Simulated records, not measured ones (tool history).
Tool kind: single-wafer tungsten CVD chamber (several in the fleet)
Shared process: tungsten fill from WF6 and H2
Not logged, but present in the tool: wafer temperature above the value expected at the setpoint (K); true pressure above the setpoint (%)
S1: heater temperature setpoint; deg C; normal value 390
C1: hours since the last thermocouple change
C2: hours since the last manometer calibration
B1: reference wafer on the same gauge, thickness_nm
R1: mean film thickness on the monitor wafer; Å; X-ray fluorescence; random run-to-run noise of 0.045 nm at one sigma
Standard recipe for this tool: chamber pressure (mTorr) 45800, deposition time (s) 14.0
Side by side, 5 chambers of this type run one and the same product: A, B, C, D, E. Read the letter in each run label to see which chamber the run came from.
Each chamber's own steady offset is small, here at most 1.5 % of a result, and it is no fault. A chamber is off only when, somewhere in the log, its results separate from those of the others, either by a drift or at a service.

Run 1C, hour 4.6: usual settings; C1 1842.7; C2 393.5; B1 36.489. Result: R1 411.05 Å.
At hour 7.6: chamber D: capacitance manometer re-zeroed and calibrated.
Run 2B, hour 9.9: usual settings; C1 2464.1; C2 945.8; B1 36.487. Result: R1 409.57 Å.
Run 3A, hour 14.3: usual settings; C1 55.3; C2 856.5; B1 36.498. Result: R1 409.00 Å.
Run 4E, hour 19.5: usual settings; C1 936.7; C2 900.8; B1 36.476. Result: R1 409.26 Å.
Run 5D, hour 25.0: usual settings; C1 2275.7; C2 17.4; B1 36.471. Result: R1 413.42 Å.
Run 6A, hour 30.5: usual settings; C1 71.5; C2 872.7; B1 36.471. Result: R1 410.27 Å.
Run 7E, hour 33.5: usual settings; C1 950.7; C2 914.8; B1 36.464. Result: R1 409.44 Å.
Run 8B, hour 39.4: usual settings; C1 2493.6; C2 975.3; B1 36.459. Result: R1 410.10 Å.
Run 9C, hour 45.3: usual settings; C1 1883.4; C2 434.2; B1 36.450. Result: R1 411.63 Å.
Run 10D, hour 51.4: usual settings; C1 2302.1; C2 43.8; B1 36.449. Result: R1 413.55 Å.
Run 11D, hour 56.4: usual settings; C1 2307.1; C2 48.8; B1 36.441. Result: R1 412.87 Å.
Run 12E, hour 61.8: usual settings; C1 979.0; C2 943.1; B1 36.437. Result: R1 409.18 Å.
Run 13C, hour 67.3: usual settings; C1 1905.4; C2 456.2; B1 36.431. Result: R1 410.75 Å.
Run 14A, hour 72.5: usual settings; C1 113.5; C2 914.7; B1 36.431. Result: R1 408.45 Å.
Run 15B, hour 75.4: usual settings but chamber pressure (mTorr) 41100; C1 2529.6; C2 1011.3; B1 36.416. Result: R1 388.35 Å.
Run 16B, hour 80.4: usual settings but chamber pressure (mTorr) 41100; C1 2534.6; C2 1016.3; B1 36.426. Result: R1 388.72 Å.
Run 17E, hour 84.4: usual settings but chamber pressure (mTorr) 41100; C1 1001.6; C2 965.7; B1 36.403. Result: R1 389.35 Å.
Run 18A, hour 90.2: usual settings but chamber pressure (mTorr) 41100; C1 131.2; C2 932.4; B1 36.408. Result: R1 389.21 Å.
Run 19D, hour 94.0: usual settings but chamber pressure (mTorr) 41100; C1 2344.7; C2 86.4; B1 36.398. Result: R1 392.18 Å.
Run 20C, hour 100.3: usual settings; C1 1938.4; C2 489.2; B1 36.392. Result: R1 411.08 Å.
Run 21C, hour 104.8: usual settings but chamber pressure (mTorr) 52500, deposition time (s) 13.0; C1 1942.9; C2 493.7; B1 36.397. Result: R1 405.35 Å.
Run 22B, hour 109.3: usual settings but chamber pressure (mTorr) 52500, deposition time (s) 13.0; C1 2563.5; C2 1045.2; B1 36.381. Result: R1 404.15 Å.
Run 23D, hour 114.0: usual settings but chamber pressure (mTorr) 52500, deposition time (s) 13.0; C1 2364.7; C2 106.4; B1 36.378. Result: R1 406.99 Å.
Run 24E, hour 118.2: usual settings but chamber pressure (mTorr) 52500, deposition time (s) 13.0; C1 1035.4; C2 999.5; B1 36.384. Result: R1 402.44 Å.
Run 25A, hour 123.9: usual settings but chamber pressure (mTorr) 52500, deposition time (s) 13.0; C1 164.9; C2 966.1; B1 36.387. Result: R1 403.29 Å.
Run 26B, hour 129.3: usual settings; C1 2583.5; C2 1065.2; B1 36.355. Result: R1 408.29 Å.
Run 27A, hour 132.8: usual settings; C1 173.8; C2 975.0; B1 36.365. Result: R1 408.37 Å.
Run 28E, hour 136.7: usual settings; C1 1053.9; C2 1018.0; B1 36.362. Result: R1 407.57 Å.
Run 29D, hour 140.8: usual settings; C1 2391.5; C2 133.2; B1 36.359. Result: R1 412.16 Å.
Run 30C, hour 144.6: usual settings; C1 1982.7; C2 533.5; B1 36.354. Result: R1 410.94 Å.
Run 31E, hour 150.5: usual settings; C1 1067.7; C2 1031.8; B1 36.347. Result: R1 408.32 Å.
Run 32B, hour 153.4: usual settings; C1 2607.6; C2 1089.3; B1 36.335. Result: R1 407.89 Å.
Run 33D, hour 158.0: usual settings; C1 2408.7; C2 150.4; B1 36.328. Result: R1 411.46 Å.

Next, every chamber runs the same settings. What will each give?
Run 34A, hour 162.5: usual settings but deposition time (s) 16.2. Result: R1 ?.
Run 34B, hour 162.5: usual settings but deposition time (s) 16.2. Result: R1 ?.
Run 34C, hour 162.5: usual settings but deposition time (s) 16.2. Result: R1 ?.
Run 34D, hour 162.5: usual settings but deposition time (s) 16.2. Result: R1 ?.
Run 34E, hour 162.5: usual settings but deposition time (s) 16.2. Result: R1 ?.

run      R1
34A  473.36
34B  473.16
34C  474.82
34D  476.62
34E  471.71
